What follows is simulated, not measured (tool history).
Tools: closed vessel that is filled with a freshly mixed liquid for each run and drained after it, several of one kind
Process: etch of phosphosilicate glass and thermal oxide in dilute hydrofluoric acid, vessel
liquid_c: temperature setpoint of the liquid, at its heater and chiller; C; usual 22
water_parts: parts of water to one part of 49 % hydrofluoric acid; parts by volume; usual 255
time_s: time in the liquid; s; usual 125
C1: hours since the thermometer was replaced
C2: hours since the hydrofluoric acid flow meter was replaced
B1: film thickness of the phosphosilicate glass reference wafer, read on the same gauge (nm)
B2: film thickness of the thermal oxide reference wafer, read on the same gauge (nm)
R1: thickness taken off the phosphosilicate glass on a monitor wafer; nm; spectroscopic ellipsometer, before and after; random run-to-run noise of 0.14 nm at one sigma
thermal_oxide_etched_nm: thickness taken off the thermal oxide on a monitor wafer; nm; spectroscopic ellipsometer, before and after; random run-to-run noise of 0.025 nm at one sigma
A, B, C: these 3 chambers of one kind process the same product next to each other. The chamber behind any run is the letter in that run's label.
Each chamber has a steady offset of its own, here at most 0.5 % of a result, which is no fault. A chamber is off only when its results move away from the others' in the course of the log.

{"run": "1B", "day": 0.35, "liquid_c": 22, "water_parts": 255, "time_s": 125, "C1": 1172.1, "C2": 49.9, "B1": 50.041, "B2": 80.007, "R1": 23.178, "thermal_oxide_etched_nm": 1.7719}
{"run": "2A", "day": 0.629, "liquid_c": 22, "water_parts": 255, "time_s": 125, "C1": 1294.7, "C2": 205.2, "B1": 50.011, "B2": 80, "R1": 23.037, "thermal_oxide_etched_nm": 1.77}
{"run": "3C", "day": 0.821, "liquid_c": 22, "water_parts": 255, "time_s": 125, "C1": 387.2, "C2": 1466.6, "B1": 50.007, "B2": 80.012, "R1": 23.271, "thermal_oxide_etched_nm": 1.8016}
{"run": "4B", "day": 1.075, "liquid_c": 22, "water_parts": 255, "time_s": 125, "C1": 1189.5, "C2": 67.3, "B1": 50.013, "B2": 79.993, "R1": 23.331, "thermal_oxide_etched_nm": 1.7535}
{"run": "5A", "day": 1.283, "liquid_c": 22, "water_parts": 255, "time_s": 125, "C1": 1310.4, "C2": 220.9, "B1": 49.979, "B2": 79.983, "R1": 23.122, "thermal_oxide_etched_nm": 1.732}
{"run": "6C", "day": 1.5, "liquid_c": 22, "water_parts": 255, "time_s": 125, "C1": 403.5, "C2": 1482.9, "B1": 49.975, "B2": 79.998, "R1": 23.383, "thermal_oxide_etched_nm": 1.792}
{"run": "7A", "day": 1.738, "liquid_c": 22, "water_parts": 255, "time_s": 125, "C1": 1321.3, "C2": 231.8, "B1": 50.018, "B2": 79.999, "R1": 23.162, "thermal_oxide_etched_nm": 1.7168}
{"run": "8C", "day": 1.904, "liquid_c": 20.5, "water_parts": 255, "time_s": 125, "C1": 413.2, "C2": 1492.6, "B1": 49.98, "B2": 80, "R1": 22.05, "thermal_oxide_etched_nm": 1.6961}
{"run": "9B", "day": 2.158, "liquid_c": 20.5, "water_parts": 255, "time_s": 125, "C1": 1215.5, "C2": 93.3, "B1": 50.032, "B2": 79.982, "R1": 22.037, "thermal_oxide_etched_nm": 1.6635}
{"run": "10A", "day": 2.317, "liquid_c": 20.5, "water_parts": 255, "time_s": 125, "C1": 1335.2, "C2": 245.7, "B1": 49.973, "B2": 80.012, "R1": 21.842, "thermal_oxide_etched_nm": 1.6523}
{"run": "11C", "day": 2.554, "liquid_c": 22, "water_parts": 255, "time_s": 125, "C1": 428.8, "C2": 1508.2, "B1": 49.948, "B2": 80.007, "R1": 23.238, "thermal_oxide_etched_nm": 1.7827}
{"run": "12B", "day": 2.838, "liquid_c": 22, "water_parts": 255, "time_s": 125, "C1": 1231.8, "C2": 109.6, "B1": 50.021, "B2": 79.989, "R1": 23.316, "thermal_oxide_etched_nm": 1.7795}
{"run": "13C", "day": 3.15, "liquid_c": 22, "water_parts": 255, "time_s": 125, "C1": 443.1, "C2": 1522.5, "B1": 49.999, "B2": 80.005, "R1": 23.531, "thermal_oxide_etched_nm": 1.7915}
{"run": "14A", "day": 3.471, "liquid_c": 22, "water_parts": 255, "time_s": 125, "C1": 1362.9, "C2": 273.4, "B1": 49.999, "B2": 79.995, "R1": 23.085, "thermal_oxide_etched_nm": 1.776}
{"run": "15B", "day": 3.742, "liquid_c": 22, "water_parts": 255, "time_s": 125, "C1": 1253.5, "C2": 131.3, "B1": 49.958, "B2": 79.99, "R1": 23.223, "thermal_oxide_etched_nm": 1.7577}
{"run": "16B", "day": 3.925, "liquid_c": 22, "water_parts": 255, "time_s": 125, "C1": 1257.9, "C2": 135.7, "B1": 49.989, "B2": 80.004, "R1": 23.165, "thermal_oxide_etched_nm": 1.8197}
{"run": "17C", "day": 4.204, "liquid_c": 22, "water_parts": 295, "time_s": 125, "C1": 468.4, "C2": 1547.8, "B1": 49.96, "B2": 80.003, "R1": 19.727, "thermal_oxide_etched_nm": 1.5366}
{"run": "18A", "day": 4.4, "liquid_c": 22, "water_parts": 295, "time_s": 125, "C1": 1385.2, "C2": 295.7, "B1": 49.993, "B2": 80.003, "R1": 19.185, "thermal_oxide_etched_nm": 1.4351}
{"run": "19A", "day": 4.729, "liquid_c": 22, "water_parts": 295, "time_s": 125, "C1": 1393.1, "C2": 303.6, "B1": 49.985, "B2": 79.995, "R1": 19.286, "thermal_oxide_etched_nm": 1.4774}
{"run": "20C", "day": 4.988, "liquid_c": 22, "water_parts": 165, "time_s": 125, "C1": 487.2, "C2": 1566.6, "B1": 49.996, "B2": 80.005, "R1": 40.372, "thermal_oxide_etched_nm": 3.0631}
{"run": "21B", "day": 5.167, "liquid_c": 22, "water_parts": 165, "time_s": 125, "C1": 1287.7, "C2": 165.5, "B1": 50.015, "B2": 80, "R1": 39.278, "thermal_oxide_etched_nm": 2.9838}
{"run": "22A", "day": 5.388, "liquid_c": 22, "water_parts": 165, "time_s": 125, "C1": 1408.9, "C2": 319.4, "B1": 50.006, "B2": 79.988, "R1": 39.376, "thermal_oxide_etched_nm": 2.9103}
{"run": "23B", "day": 5.65, "liquid_c": 22, "water_parts": 255, "time_s": 125, "C1": 1299.3, "C2": 177.1, "B1": 49.999, "B2": 80.006, "R1": 23.158, "thermal_oxide_etched_nm": 1.7652}
{"run": "24C", "day": 5.912, "liquid_c": 22, "water_parts": 255, "time_s": 125, "C1": 509.4, "C2": 1588.8, "B1": 50.033, "B2": 80.008, "R1": 23.698, "thermal_oxide_etched_nm": 1.8154}
{"run": "25A", "day": 6.083, "liquid_c": 22, "water_parts": 255, "time_s": 125, "C1": 1425.6, "C2": 336.1, "B1": 50.034, "B2": 79.993, "R1": 23.321, "thermal_oxide_etched_nm": 1.7334}
{"run": "26B", "day": 6.433, "liquid_c": 22, "water_parts": 255, "time_s": 125, "C1": 1318.1, "C2": 195.9, "B1": 50.021, "B2": 80.005, "R1": 23.408, "thermal_oxide_etched_nm": 1.775}
{"run": "27C", "day": 6.612, "liquid_c": 22, "water_parts": 255, "time_s": 125, "C1": 526.2, "C2": 1605.6, "B1": 49.961, "B2": 80, "R1": 24.036, "thermal_oxide_etched_nm": 1.7994}
{"run": "28B", "day": 6.867, "liquid_c": 25, "water_parts": 255, "time_s": 60, "C1": 1328.5, "C2": 206.3, "B1": 49.981, "B2": 80.012, "R1": 12.335, "thermal_oxide_etched_nm": 0.94247}
{"run": "29A", "day": 7.146, "liquid_c": 25, "water_parts": 255, "time_s": 60, "C1": 1451.1, "C2": 361.6, "B1": 49.993, "B2": 79.998, "R1": 12.316, "thermal_oxide_etched_nm": 0.92099}
{"run": "30C", "day": 7.454, "liquid_c": 25, "water_parts": 255, "time_s": 60, "C1": 546.4, "C2": 1625.8, "B1": 49.945, "B2": 80, "R1": 12.868, "thermal_oxide_etched_nm": 0.9938}
{"run": "31C", "day": 7.712, "liquid_c": 19.5, "water_parts": 255, "time_s": 125, "C1": 552.6, "C2": 1632, "B1": 50.001, "B2": 80.005, "R1": 22.067, "thermal_oxide_etched_nm": 1.68}
{"run": "32B", "day": 7.946, "liquid_c": 19.5, "water_parts": 255, "time_s": 125, "C1": 1354.4, "C2": 232.2, "B1": 50.05, "B2": 79.976, "R1": 21.101, "thermal_oxide_etched_nm": 1.5934}
{"run": "33A", "day": 8.167, "liquid_c": 19.5, "water_parts": 255, "time_s": 125, "C1": 1475.6, "C2": 386.1, "B1": 50.004, "B2": 79.983, "R1": 21.135, "thermal_oxide_etched_nm": 1.5954}
{"run": "34C", "day": 8.396, "liquid_c": 22, "water_parts": 255, "time_s": 125, "C1": 569, "C2": 1648.4, "B1": 49.971, "B2": 79.998, "R1": 24.08, "thermal_oxide_etched_nm": 1.8954}
{"run": "35A", "day": 8.642, "liquid_c": 22, "water_parts": 255, "time_s": 125, "C1": 1487, "C2": 397.5, "B1": 49.954, "B2": 79.978, "R1": 23.211, "thermal_oxide_etched_nm": 1.7989}
{"run": "36B", "day": 8.896, "liquid_c": 22, "water_parts": 255, "time_s": 125, "C1": 1377.2, "C2": 255, "B1": 50.035, "B2": 80.009, "R1": 23.288, "thermal_oxide_etched_nm": 1.736}
{"run": "37A", "day": 9.192, "liquid_c": 22, "water_parts": 255, "time_s": 125, "C1": 1500.2, "C2": 410.7, "B1": 49.988, "B2": 79.996, "R1": 23.082, "thermal_oxide_etched_nm": 1.7684}
{"run": "38B", "day": 9.446, "liquid_c": 22, "water_parts": 255, "time_s": 125, "C1": 1390.4, "C2": 268.2, "B1": 49.997, "B2": 80.01, "R1": 23.214, "thermal_oxide_etched_nm": 1.7657}
{"run": "39C", "day": 9.775, "liquid_c": 18, "water_parts": 205, "time_s": 125, "C1": 602.1, "C2": 1681.5, "B1": 50.001, "B2": 80.017, "R1": 27.137, "thermal_oxide_etched_nm": 2.0316}
{"run": "40B", "day": 10.029, "liquid_c": 18, "water_parts": 205, "time_s": 125, "C1": 1404.4, "C2": 282.2, "B1": 50.033, "B2": 80, "R1": 26.203, "thermal_oxide_etched_nm": 1.9967}
{"run": "41C", "day": 10.367, "liquid_c": 18, "water_parts": 205, "time_s": 125, "C1": 616.3, "C2": 1695.7, "B1": 49.937, "B2": 79.992, "R1": 27.563, "thermal_oxide_etched_nm": 2.0745}
{"run": "42A", "day": 10.621, "liquid_c": 22, "water_parts": 255, "time_s": 125, "C1": 1534.5, "C2": 445, "B1": 49.987, "B2": 80.01, "R1": 22.782, "thermal_oxide_etched_nm": 1.743}
{"run": "43B", "day": 10.912, "liquid_c": 22, "water_parts": 255, "time_s": 170, "C1": 1425.6, "C2": 303.4, "B1": 50.013, "B2": 80.013, "R1": 31.63, "thermal_oxide_etched_nm": 2.3953}
{"run": "44C", "day": 11.2, "liquid_c": 22, "water_parts": 255, "time_s": 170, "C1": 636.3, "C2": 1715.7, "B1": 50.02, "B2": 79.99, "R1": 33.618, "thermal_oxide_etched_nm": 2.5473}

Next, every chamber runs the same settings. What will each give?
{"run": "45A", "day": 11.458, "liquid_c": 22, "water_parts": 255, "time_s": 125, "R1": "?", "thermal_oxide_etched_nm": "?"}
{"run": "45B", "day": 11.458, "liquid_c": 22, "water_parts": 255, "time_s": 125, "R1": "?", "thermal_oxide_etched_nm": "?"}
{"run": "45C", "day": 11.458, "liquid_c": 22, "water_parts": 255, "time_s": 125, "R1": "?", "thermal_oxide_etched_nm": "?"}

run=45A R1=23.097 thermal_oxide_etched_nm=1.7557
run=45B R1=23.494 thermal_oxide_etched_nm=1.7303
run=45C R1=24.837 thermal_oxide_etched_nm=1.8657
